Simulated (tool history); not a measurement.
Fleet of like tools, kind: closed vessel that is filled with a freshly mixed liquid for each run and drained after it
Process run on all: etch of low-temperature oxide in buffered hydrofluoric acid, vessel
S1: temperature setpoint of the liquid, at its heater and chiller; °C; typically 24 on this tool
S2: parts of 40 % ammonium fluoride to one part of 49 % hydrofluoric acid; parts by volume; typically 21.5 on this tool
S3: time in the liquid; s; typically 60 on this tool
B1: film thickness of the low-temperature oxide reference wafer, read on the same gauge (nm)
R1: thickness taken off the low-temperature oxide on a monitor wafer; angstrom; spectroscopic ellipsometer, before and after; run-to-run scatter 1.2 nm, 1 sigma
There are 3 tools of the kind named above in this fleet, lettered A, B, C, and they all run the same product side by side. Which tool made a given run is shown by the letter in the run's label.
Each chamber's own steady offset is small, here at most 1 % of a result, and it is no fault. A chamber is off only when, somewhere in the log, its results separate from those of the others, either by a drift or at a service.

run 1B hour=4.7 | S1=24 S2=21.5 S3=60 | B1=79.962 | R1=1918.9
run 2C hour=10.7 | S1=24 S2=21.5 S3=60 | B1=80.018 | R1=1916
run 3A hour=18.4 | S1=24 S2=21.5 S3=60 | B1=79.991 | R1=1933.9
run 4A hour=23.8 | S1=24 S2=21.5 S3=60 | B1=79.999 | R1=1942
run 5B hour=28.5 | S1=24 S2=21.5 S3=35 | B1=80.018 | R1=1126.9
run 6C hour=36 | S1=24 S2=21.5 S3=35 | B1=80.03 | R1=1126.4
run 7A hour=39.7 | S1=24 S2=21.5 S3=35 | B1=79.974 | R1=1136.9
run 8B hour=46.2 | S1=24 S2=21.5 S3=60 | B1=79.998 | R1=1945.6
run 9C hour=52.3 | S1=24 S2=21.5 S3=60 | B1=79.982 | R1=1926.1
run 10B hour=55.9 | S1=26 S2=21.5 S3=60 | B1=79.997 | R1=2156.8
run 11A hour=62 | S1=26 S2=21.5 S3=60 | B1=79.977 | R1=2183.9
run 12C hour=69 | S1=26 S2=21.5 S3=60 | B1=79.967 | R1=2146.3
run 13A hour=75 | S1=24 S2=21.5 S3=60 | B1=80.034 | R1=1953.4
run 14C hour=79.7 | S1=24 S2=21.5 S3=60 | B1=79.996 | R1=1926.8
run 15B hour=84.6 | S1=24 S2=21.5 S3=60 | B1=80.016 | R1=1959.5
run 16A hour=92.1 | S1=24 S2=21.5 S3=60 | B1=80.051 | R1=1982
run 17B hour=97.2 | S1=24 S2=21.5 S3=60 | B1=79.996 | R1=1923.8
run 18C hour=101.1 | S1=24 S2=21.5 S3=60 | B1=79.987 | R1=1927.3
run 19A hour=108.2 | S1=24 S2=21.5 S3=60 | B1=79.996 | R1=1982
run 20C hour=114.4 | S1=24 S2=21.5 S3=60 | B1=80.04 | R1=1926.4
run 21B hour=120.7 | S1=24 S2=21.5 S3=60 | B1=79.983 | R1=1934.7
run 22B hour=128.5 | S1=24 S2=21.5 S3=60 | B1=80.011 | R1=1922
run 23C hour=132.5 | S1=24 S2=21.5 S3=60 | B1=80.046 | R1=1947.1
run 24A hour=140.2 | S1=24 S2=21.5 S3=60 | B1=80.004 | R1=1980.5
run 25A hour=146.4 | S1=24 S2=21.5 S3=60 | B1=80.024 | R1=1994.4
run 26B hour=153 | S1=24 S2=21.5 S3=60 | B1=80.016 | R1=1923.3
run 27C hour=156.5 | S1=24 S2=21.5 S3=60 | B1=80.047 | R1=1913.7
run 28A hour=164 | S1=24 S2=21.5 S3=60 | B1=80.014 | R1=2032.4
run 29C hour=167.8 | S1=20 S2=21.5 S3=60 | B1=80.024 | R1=1540.6
run 30B hour=171.8 | S1=20 S2=21.5 S3=60 | B1=80.029 | R1=1552.3
run 31C hour=177 | S1=20 S2=21.5 S3=60 | B1=80.022 | R1=1543.9

Is one chamber out of step, is the gauge drifting, or do the chambers differ by no more than their own small offsets? For an off chamber, give its letter and the likeliest cause.

One chamber, A, drifts off from the rest bit by bit.
What lies behind it: liquid hotter than its thermometer reads (K) = 0.831.
It could be hard to tell apart here from: hydrofluoric acid flow above the setpoint (%).

Chamber A could run next with any of the 4 candidate recipes listed below; each alters the usual settings, and their results appear as question marks. Which one brings its results back in line with what the other chambers deliver on the usual settings?
Allowed miss from the other chambers' usual-settings mean, per result, to count as in line: R1 44 angstrom
run 32A-1 hour=182.7 | S1=24 S2=21 S3=60 | R1=?
run 32A-2 hour=182.7 | S1=24 S2=23 S3=60 | R1=?
run 32A-3 hour=182.7 | S1=24 S2=22 S3=60 | R1=?
run 32A-4 hour=182.7 | S1=24 S2=20 S3=60 | R1=?

Average result of the remaining chambers running the usual settings: R1 1928.2 angstrom
run=32A-1 R1=2051.8
run=32A-2 R1=1929
run=32A-3 R1=1988.1
run=32A-4 R1=2120.8
The answer is 32A-2, which returns the chamber to within the allowed miss of the others.
